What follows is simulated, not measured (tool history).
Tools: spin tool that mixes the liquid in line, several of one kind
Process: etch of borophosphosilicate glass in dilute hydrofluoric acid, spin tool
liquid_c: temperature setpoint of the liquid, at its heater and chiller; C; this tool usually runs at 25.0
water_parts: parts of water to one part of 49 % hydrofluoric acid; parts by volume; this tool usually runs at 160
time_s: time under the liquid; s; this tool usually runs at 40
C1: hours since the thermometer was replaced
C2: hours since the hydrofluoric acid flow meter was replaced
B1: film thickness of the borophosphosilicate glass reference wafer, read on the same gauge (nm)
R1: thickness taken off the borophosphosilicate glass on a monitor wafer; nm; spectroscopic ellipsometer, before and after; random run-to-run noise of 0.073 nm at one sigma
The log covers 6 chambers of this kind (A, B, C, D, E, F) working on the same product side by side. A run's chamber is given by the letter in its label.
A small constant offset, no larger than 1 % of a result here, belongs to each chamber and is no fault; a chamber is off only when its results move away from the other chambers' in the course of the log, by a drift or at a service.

Run 1B, hour 4.0: usual settings; C1 420.8; C2 643.9; B1 120.00. Result: R1 11.5170 nm.
Run 2C, hour 7.2: usual settings; C1 199.0; C2 506.5; B1 120.00. Result: R1 11.4730 nm.
Run 3A, hour 12.4: usual settings; C1 36.9; C2 1030.4; B1 120.05. Result: R1 11.4800 nm.
Run 4D, hour 19.1: usual settings; C1 1992.4; C2 388.0; B1 120.01. Result: R1 11.3820 nm.
Run 5F, hour 24.1: usual settings but water_parts 185 parts by volume, time_s 55 s; C1 382.4; C2 406.4; B1 119.99. Result: R1 13.3880 nm.
Run 6E, hour 29.1: usual settings but water_parts 185 parts by volume, time_s 55 s; C1 849.3; C2 691.6; B1 119.98. Result: R1 13.2730 nm.
Run 7F, hour 34.9: usual settings but water_parts 185 parts by volume, time_s 55 s; C1 393.2; C2 417.2; B1 119.98. Result: R1 13.2340 nm.
Run 8D, hour 38.4: usual settings but water_parts 185 parts by volume, time_s 55 s; C1 2011.7; C2 407.3; B1 119.97. Result: R1 13.0530 nm.
Run 9B, hour 42.3: usual settings but water_parts 185 parts by volume, time_s 55 s; C1 459.1; C2 682.2; B1 120.02. Result: R1 13.2630 nm.
Run 10C, hour 46.2: usual settings but water_parts 185 parts by volume, time_s 55 s; C1 238.0; C2 545.5; B1 119.99. Result: R1 13.2630 nm.
Run 11E, hour 49.8: usual settings; C1 870.0; C2 712.3; B1 119.99. Result: R1 11.5810 nm.
Run 12A, hour 53.1: usual settings; C1 77.6; C2 1071.1; B1 119.97. Result: R1 11.3370 nm.
Run 13B, hour 56.4: usual settings but liquid_c 28.0 C, time_s 55 s; C1 473.2; C2 696.3; B1 120.00. Result: R1 17.6700 nm.
Run 14C, hour 60.4: usual settings but liquid_c 28.0 C, time_s 55 s; C1 252.2; C2 559.7; B1 119.99. Result: R1 17.5680 nm.
Run 15D, hour 66.7: usual settings but liquid_c 28.0 C, time_s 55 s; C1 2040.0; C2 435.6; B1 120.02. Result: R1 17.5820 nm.
Run 16F, hour 72.9: usual settings but liquid_c 28.0 C, time_s 55 s; C1 431.2; C2 455.2; B1 120.00. Result: R1 17.6300 nm.
Run 17A, hour 76.8: usual settings but liquid_c 28.0 C, time_s 55 s; C1 101.3; C2 1094.8; B1 119.99. Result: R1 17.6070 nm.
Run 18E, hour 82.7: usual settings but liquid_c 28.0 C, time_s 55 s; C1 902.9; C2 745.2; B1 120.02. Result: R1 17.7010 nm.
Run 19A, hour 87.9: usual settings; C1 112.4; C2 1105.9; B1 120.02. Result: R1 11.5150 nm.
Run 20B, hour 91.4: usual settings; C1 508.2; C2 731.3; B1 119.99. Result: R1 11.4220 nm.
Run 21F, hour 94.4: usual settings; C1 452.7; C2 476.7; B1 120.00. Result: R1 11.4490 nm.
Run 22D, hour 98.4: usual settings; C1 2071.7; C2 467.3; B1 120.00. Result: R1 11.4070 nm.
Run 23E, hour 104.8: usual settings but liquid_c 28.5 C, time_s 55 s; C1 925.0; C2 767.3; B1 120.01. Result: R1 18.2270 nm.
Run 24C, hour 110.4: usual settings but liquid_c 28.5 C, time_s 55 s; C1 302.2; C2 609.7; B1 120.00. Result: R1 17.9640 nm.
Run 25E, hour 114.4: usual settings but liquid_c 28.5 C, time_s 55 s; C1 934.6; C2 776.9; B1 119.97. Result: R1 18.4550 nm.
Run 26A, hour 118.3: usual settings but liquid_c 28.5 C, time_s 55 s; C1 142.8; C2 1136.3; B1 120.00. Result: R1 18.1620 nm.
Run 27D, hour 122.9: usual settings but liquid_c 28.5 C, time_s 55 s; C1 2096.2; C2 491.8; B1 119.98. Result: R1 17.9650 nm.
Run 28B, hour 128.9: usual settings but liquid_c 28.5 C, time_s 55 s; C1 545.7; C2 768.8; B1 120.02. Result: R1 17.7330 nm.
Run 29F, hour 134.8: usual settings; C1 493.1; C2 517.1; B1 120.03. Result: R1 11.4150 nm.
Run 30C, hour 139.4: usual settings but time_s 55 s; C1 331.2; C2 638.7; B1 120.02. Result: R1 15.7370 nm.
Run 31B, hour 144.8: usual settings but time_s 55 s; C1 561.6; C2 784.7; B1 120.00. Result: R1 15.6700 nm.
Run 32E, hour 151.3: usual settings but time_s 55 s; C1 971.5; C2 813.8; B1 120.01. Result: R1 16.4740 nm.
Run 33F, hour 155.7: usual settings but time_s 55 s; C1 514.0; C2 538.0; B1 119.99. Result: R1 15.8320 nm.
Run 34A, hour 161.3: usual settings but time_s 55 s; C1 185.8; C2 1179.3; B1 120.01. Result: R1 15.9260 nm.
Run 35D, hour 165.1: usual settings but time_s 55 s; C1 2138.4; C2 534.0; B1 120.03. Result: R1 15.9280 nm.
Run 36C, hour 171.6: usual settings; C1 363.4; C2 670.9; B1 119.99. Result: R1 11.4860 nm.
Run 37F, hour 175.1: usual settings; C1 533.4; C2 557.4; B1 119.95. Result: R1 11.4550 nm.
Run 38C, hour 180.0: usual settings; C1 371.8; C2 679.3; B1 120.03. Result: R1 11.6320 nm.
Run 39E, hour 183.1: usual settings; C1 1003.3; C2 845.6; B1 119.98. Result: R1 12.2570 nm.
Run 40D, hour 186.6: usual settings but water_parts 230 parts by volume, time_s 25 s; C1 2159.9; C2 555.5; B1 120.02. Result: R1 4.5839 nm.
Run 41A, hour 192.3: usual settings but water_parts 230 parts by volume, time_s 25 s; C1 216.8; C2 1210.3; B1 119.98. Result: R1 4.6297 nm.
Run 42B, hour 195.6: usual settings but water_parts 230 parts by volume, time_s 25 s; C1 612.4; C2 835.5; B1 119.97. Result: R1 4.5996 nm.
Run 43A, hour 199.1: usual settings but water_parts 230 parts by volume, time_s 25 s; C1 223.6; C2 1217.1; B1 120.02. Result: R1 4.5782 nm.
Run 44B, hour 202.4: usual settings but water_parts 230 parts by volume, time_s 25 s; C1 619.2; C2 842.3; B1 120.02. Result: R1 4.6300 nm.

All chambers now run identical settings, listed one chamber a line with results as question marks. What results will each chamber show?
Run 45A, hour 207.2: usual settings. Result: R1 ?.
Run 45B, hour 207.2: usual settings. Result: R1 ?.
Run 45C, hour 207.2: usual settings. Result: R1 ?.
Run 45D, hour 207.2: usual settings. Result: R1 ?.
Run 45E, hour 207.2: usual settings. Result: R1 ?.
Run 45F, hour 207.2: usual settings. Result: R1 ?.

run       R1
45A  11.4350
45B  11.5050
45C  11.3830
45D  11.3560
45E  12.4450
45F  11.5130
